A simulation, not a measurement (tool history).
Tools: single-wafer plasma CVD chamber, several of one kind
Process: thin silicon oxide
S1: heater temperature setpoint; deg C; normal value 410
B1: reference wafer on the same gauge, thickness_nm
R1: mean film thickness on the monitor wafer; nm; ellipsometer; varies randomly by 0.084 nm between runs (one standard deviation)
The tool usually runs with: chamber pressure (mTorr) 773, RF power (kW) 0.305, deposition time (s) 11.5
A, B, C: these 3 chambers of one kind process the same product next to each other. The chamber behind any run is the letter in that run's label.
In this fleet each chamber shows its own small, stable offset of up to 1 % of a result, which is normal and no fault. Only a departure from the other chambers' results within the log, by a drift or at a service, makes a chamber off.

{"run": "1A", "hour": 12.6, "S1": 410, "chamber pressure (mTorr)": 773, "RF power (kW)": 0.305, "deposition time (s)": 11.5, "B1": 18.795, "R1": 20.463}
{"run": "2B", "hour": 24.4, "S1": 410, "chamber pressure (mTorr)": 773, "RF power (kW)": 0.305, "deposition time (s)": 11.5, "B1": 18.802, "R1": 20.356}
{"run": "3C", "hour": 36.7, "S1": 410, "chamber pressure (mTorr)": 773, "RF power (kW)": 0.305, "deposition time (s)": 11.5, "B1": 18.811, "R1": 20.277}
{"run": "4B", "hour": 50.4, "S1": 410, "chamber pressure (mTorr)": 773, "RF power (kW)": 0.305, "deposition time (s)": 11.5, "B1": 18.8, "R1": 20.407}
{"run": "5A", "hour": 58.8, "S1": 410, "chamber pressure (mTorr)": 773, "RF power (kW)": 0.305, "deposition time (s)": 11.5, "B1": 18.8, "R1": 20.367}
{"run": "6C", "hour": 71.2, "S1": 410, "chamber pressure (mTorr)": 773, "RF power (kW)": 0.305, "deposition time (s)": 11.5, "B1": 18.813, "R1": 20.318}
{"run": "7B", "hour": 85.2, "S1": 399, "chamber pressure (mTorr)": 773, "RF power (kW)": 0.305, "deposition time (s)": 11.5, "B1": 18.784, "R1": 20.535}
{"run": "8C", "hour": 94.8, "S1": 399, "chamber pressure (mTorr)": 773, "RF power (kW)": 0.305, "deposition time (s)": 11.5, "B1": 18.801, "R1": 20.465}
{"run": "9A", "hour": 102.6, "S1": 399, "chamber pressure (mTorr)": 773, "RF power (kW)": 0.305, "deposition time (s)": 11.5, "B1": 18.803, "R1": 20.4}
{"run": "10A", "hour": 111.6, "S1": 410, "chamber pressure (mTorr)": 773, "RF power (kW)": 0.305, "deposition time (s)": 11.5, "B1": 18.8, "R1": 20.247}
{"run": "11C", "hour": 119.9, "S1": 410, "chamber pressure (mTorr)": 773, "RF power (kW)": 0.305, "deposition time (s)": 11.5, "B1": 18.817, "R1": 20.2}
{"run": "12B", "hour": 126.9, "S1": 410, "chamber pressure (mTorr)": 773, "RF power (kW)": 0.305, "deposition time (s)": 11.5, "B1": 18.788, "R1": 20.398}
{"run": "13C", "hour": 137.4, "S1": 410, "chamber pressure (mTorr)": 773, "RF power (kW)": 0.305, "deposition time (s)": 11.5, "B1": 18.787, "R1": 20.164}
{"run": "14A", "hour": 149.4, "S1": 410, "chamber pressure (mTorr)": 773, "RF power (kW)": 0.265, "deposition time (s)": 12.2, "B1": 18.81, "R1": 20.263}
{"run": "15B", "hour": 160.1, "S1": 410, "chamber pressure (mTorr)": 773, "RF power (kW)": 0.265, "deposition time (s)": 12.2, "B1": 18.788, "R1": 20.381}
{"run": "16B", "hour": 171.4, "S1": 410, "chamber pressure (mTorr)": 773, "RF power (kW)": 0.265, "deposition time (s)": 12.2, "B1": 18.807, "R1": 20.316}
{"run": "17A", "hour": 183.1, "S1": 410, "chamber pressure (mTorr)": 773, "RF power (kW)": 0.305, "deposition time (s)": 11.5, "B1": 18.803, "R1": 20.263}
{"run": "18C", "hour": 194.9, "S1": 410, "chamber pressure (mTorr)": 773, "RF power (kW)": 0.305, "deposition time (s)": 11.5, "B1": 18.803, "R1": 20.198}
{"run": "19B", "hour": 209.6, "S1": 410, "chamber pressure (mTorr)": 773, "RF power (kW)": 0.305, "deposition time (s)": 11.5, "B1": 18.792, "R1": 20.312}
{"run": "20A", "hour": 220.4, "S1": 410, "chamber pressure (mTorr)": 933, "RF power (kW)": 0.335, "deposition time (s)": 11.5, "B1": 18.794, "R1": 24.654}

Next, every chamber runs the same settings. What will each give?
{"run": "21A", "hour": 231.2, "S1": 410, "chamber pressure (mTorr)": 908, "RF power (kW)": 0.305, "deposition time (s)": 11.5, "R1": "?"}
{"run": "21B", "hour": 231.2, "S1": 410, "chamber pressure (mTorr)": 908, "RF power (kW)": 0.305, "deposition time (s)": 11.5, "R1": "?"}
{"run": "21C", "hour": 231.2, "S1": 410, "chamber pressure (mTorr)": 908, "RF power (kW)": 0.305, "deposition time (s)": 11.5, "R1": "?"}

run=21A R1=23.312
run=21B R1=23.341
run=21C R1=23.359
